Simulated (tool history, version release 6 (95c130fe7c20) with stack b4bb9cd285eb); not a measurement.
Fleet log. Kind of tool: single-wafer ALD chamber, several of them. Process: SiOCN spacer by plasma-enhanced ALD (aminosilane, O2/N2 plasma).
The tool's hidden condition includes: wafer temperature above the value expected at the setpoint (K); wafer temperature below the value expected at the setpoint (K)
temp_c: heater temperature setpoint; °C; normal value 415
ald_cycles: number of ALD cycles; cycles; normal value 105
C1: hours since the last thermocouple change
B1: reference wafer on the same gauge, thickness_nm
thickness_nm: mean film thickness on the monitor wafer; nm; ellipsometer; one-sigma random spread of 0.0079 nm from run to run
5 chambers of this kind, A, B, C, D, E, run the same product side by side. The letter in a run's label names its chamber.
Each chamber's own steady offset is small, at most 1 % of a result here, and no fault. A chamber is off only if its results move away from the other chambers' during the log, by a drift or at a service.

{"run": "1A", "hour": 4.2, "temp_c": 415, "ald_cycles": 105, "C1": 1337.6, "B1": 6.282, "thickness_nm": 6.0808}
{"run": "2C", "hour": 9.0, "temp_c": 415, "ald_cycles": 105, "C1": 1498.1, "B1": 6.2814, "thickness_nm": 6.0187}
{"run": "3D", "hour": 12.3, "temp_c": 415, "ald_cycles": 105, "C1": 1863.5, "B1": 6.2832, "thickness_nm": 6.0516}
{"run": "4E", "hour": 16.5, "temp_c": 415, "ald_cycles": 105, "C1": 163.1, "B1": 6.2841, "thickness_nm": 6.1009}
{"run": "5B", "hour": 19.2, "temp_c": 415, "ald_cycles": 115, "C1": 88.4, "B1": 6.2853, "thickness_nm": 6.6483}
{"run": "6C", "hour": 23.9, "temp_c": 415, "ald_cycles": 115, "C1": 1513.0, "B1": 6.2854, "thickness_nm": 6.6305}
{"run": "7D", "hour": 28.2, "temp_c": 415, "ald_cycles": 115, "C1": 1879.4, "B1": 6.2893, "thickness_nm": 6.6208}
{"run": "8A", "hour": 33.2, "temp_c": 415, "ald_cycles": 115, "C1": 1366.6, "B1": 6.2867, "thickness_nm": 6.6718}
{"run": "9B", "hour": 37.0, "temp_c": 415, "ald_cycles": 115, "C1": 106.2, "B1": 6.288, "thickness_nm": 6.6578}
{"run": "10E", "hour": 41.8, "temp_c": 415, "ald_cycles": 105, "C1": 188.4, "B1": 6.2904, "thickness_nm": 6.111}
{"run": "11A", "hour": 46.7, "temp_c": 415, "ald_cycles": 105, "C1": 1380.1, "B1": 6.289, "thickness_nm": 6.0953}
{"run": "12E", "hour": 51.0, "temp_c": 415, "ald_cycles": 105, "C1": 197.6, "B1": 6.2896, "thickness_nm": 6.1087}
{"run": "13C", "hour": 53.6, "temp_c": 415, "ald_cycles": 105, "C1": 1542.7, "B1": 6.2928, "thickness_nm": 6.0387}
{"run": "14D", "hour": 57.2, "temp_c": 415, "ald_cycles": 105, "C1": 1908.4, "B1": 6.2938, "thickness_nm": 6.0608}
{"run": "15B", "hour": 61.6, "temp_c": 415, "ald_cycles": 105, "C1": 130.8, "B1": 6.2939, "thickness_nm": 6.0854}
{"run": "16D", "hour": 66.5, "temp_c": 415, "ald_cycles": 105, "C1": 1917.7, "B1": 6.2943, "thickness_nm": 6.062}
{"run": "17C", "hour": 71.2, "temp_c": 415, "ald_cycles": 105, "C1": 1560.3, "B1": 6.2944, "thickness_nm": 6.0464}
{"run": "18A", "hour": 75.6, "temp_c": 415, "ald_cycles": 105, "C1": 1409.0, "B1": 6.2938, "thickness_nm": 6.1166}
{"run": "19B", "hour": 79.8, "temp_c": 415, "ald_cycles": 105, "C1": 149.0, "B1": 6.2968, "thickness_nm": 6.0765}
{"run": "20E", "hour": 82.3, "temp_c": 415, "ald_cycles": 105, "C1": 228.9, "B1": 6.2964, "thickness_nm": 6.1182}
{"run": "21B", "hour": 84.6, "temp_c": 415, "ald_cycles": 105, "C1": 153.8, "B1": 6.2975, "thickness_nm": 6.082}
{"run": "22A", "hour": 89.2, "temp_c": 415, "ald_cycles": 105, "C1": 1422.6, "B1": 6.2982, "thickness_nm": 6.1005}
{"run": "23E", "hour": 94.2, "temp_c": 415, "ald_cycles": 105, "C1": 240.8, "B1": 6.2991, "thickness_nm": 6.1211}
{"run": "24D", "hour": 98.7, "temp_c": 415, "ald_cycles": 105, "C1": 1949.9, "B1": 6.3009, "thickness_nm": 6.0624}
{"run": "25C", "hour": 102.4, "temp_c": 415, "ald_cycles": 105, "C1": 1591.5, "B1": 6.3019, "thickness_nm": 6.0396}
{"run": "26A", "hour": 106.0, "temp_c": 415, "ald_cycles": 105, "C1": 1439.4, "B1": 6.3045, "thickness_nm": 6.1148}
{"run": "27D", "hour": 108.6, "temp_c": 415, "ald_cycles": 105, "C1": 1959.8, "B1": 6.3038, "thickness_nm": 6.0553}
{"run": "28C", "hour": 112.7, "temp_c": 415, "ald_cycles": 105, "C1": 1601.8, "B1": 6.3049, "thickness_nm": 6.0406}
{"run": "29E", "hour": 116.4, "temp_c": 415, "ald_cycles": 105, "C1": 263.0, "B1": 6.3037, "thickness_nm": 6.1464}
{"run": "30B", "hour": 120.6, "temp_c": 415, "ald_cycles": 105, "C1": 189.8, "B1": 6.3058, "thickness_nm": 6.0858}
{"run": "31C", "hour": 123.5, "temp_c": 415, "ald_cycles": 105, "C1": 1612.6, "B1": 6.3059, "thickness_nm": 6.0421}
{"run": "32B", "hour": 127.2, "temp_c": 410, "ald_cycles": 93, "C1": 196.4, "B1": 6.3074, "thickness_nm": 5.4835}
{"run": "33E", "hour": 130.2, "temp_c": 410, "ald_cycles": 93, "C1": 276.8, "B1": 6.3042, "thickness_nm": 5.519}
{"hour": 131.9, "done": "chamber C: thermocouple changed; heater temperature recalibrated"}
{"run": "34D", "hour": 132.6, "temp_c": 410, "ald_cycles": 93, "C1": 1983.8, "B1": 6.3086, "thickness_nm": 5.4523}
{"run": "35A", "hour": 135.5, "temp_c": 410, "ald_cycles": 93, "C1": 1468.9, "B1": 6.3087, "thickness_nm": 5.4944}
{"run": "36A", "hour": 140.1, "temp_c": 410, "ald_cycles": 93, "C1": 1473.5, "B1": 6.308, "thickness_nm": 5.4953}
{"run": "37E", "hour": 142.6, "temp_c": 415, "ald_cycles": 105, "C1": 289.2, "B1": 6.3132, "thickness_nm": 6.123}
{"run": "38D", "hour": 145.8, "temp_c": 415, "ald_cycles": 105, "C1": 1997.0, "B1": 6.311, "thickness_nm": 6.0844}
{"run": "39C", "hour": 148.6, "temp_c": 415, "ald_cycles": 105, "C1": 16.8, "B1": 6.3106, "thickness_nm": 6.0552}
{"run": "40B", "hour": 152.8, "temp_c": 415, "ald_cycles": 105, "C1": 222.0, "B1": 6.311, "thickness_nm": 6.0984}
{"run": "41A", "hour": 157.7, "temp_c": 415, "ald_cycles": 105, "C1": 1491.1, "B1": 6.3132, "thickness_nm": 6.1247}

Is one chamber out of step, is the gauge drifting, or do the chambers differ by no more than their own small offsets? For an off chamber, give its letter and the likeliest cause.

It is the gauge, not a chamber: its drift shows up in every chamber's results at once, and no chamber is off.
What lies behind it: gauge reads high (%) = 0.536.

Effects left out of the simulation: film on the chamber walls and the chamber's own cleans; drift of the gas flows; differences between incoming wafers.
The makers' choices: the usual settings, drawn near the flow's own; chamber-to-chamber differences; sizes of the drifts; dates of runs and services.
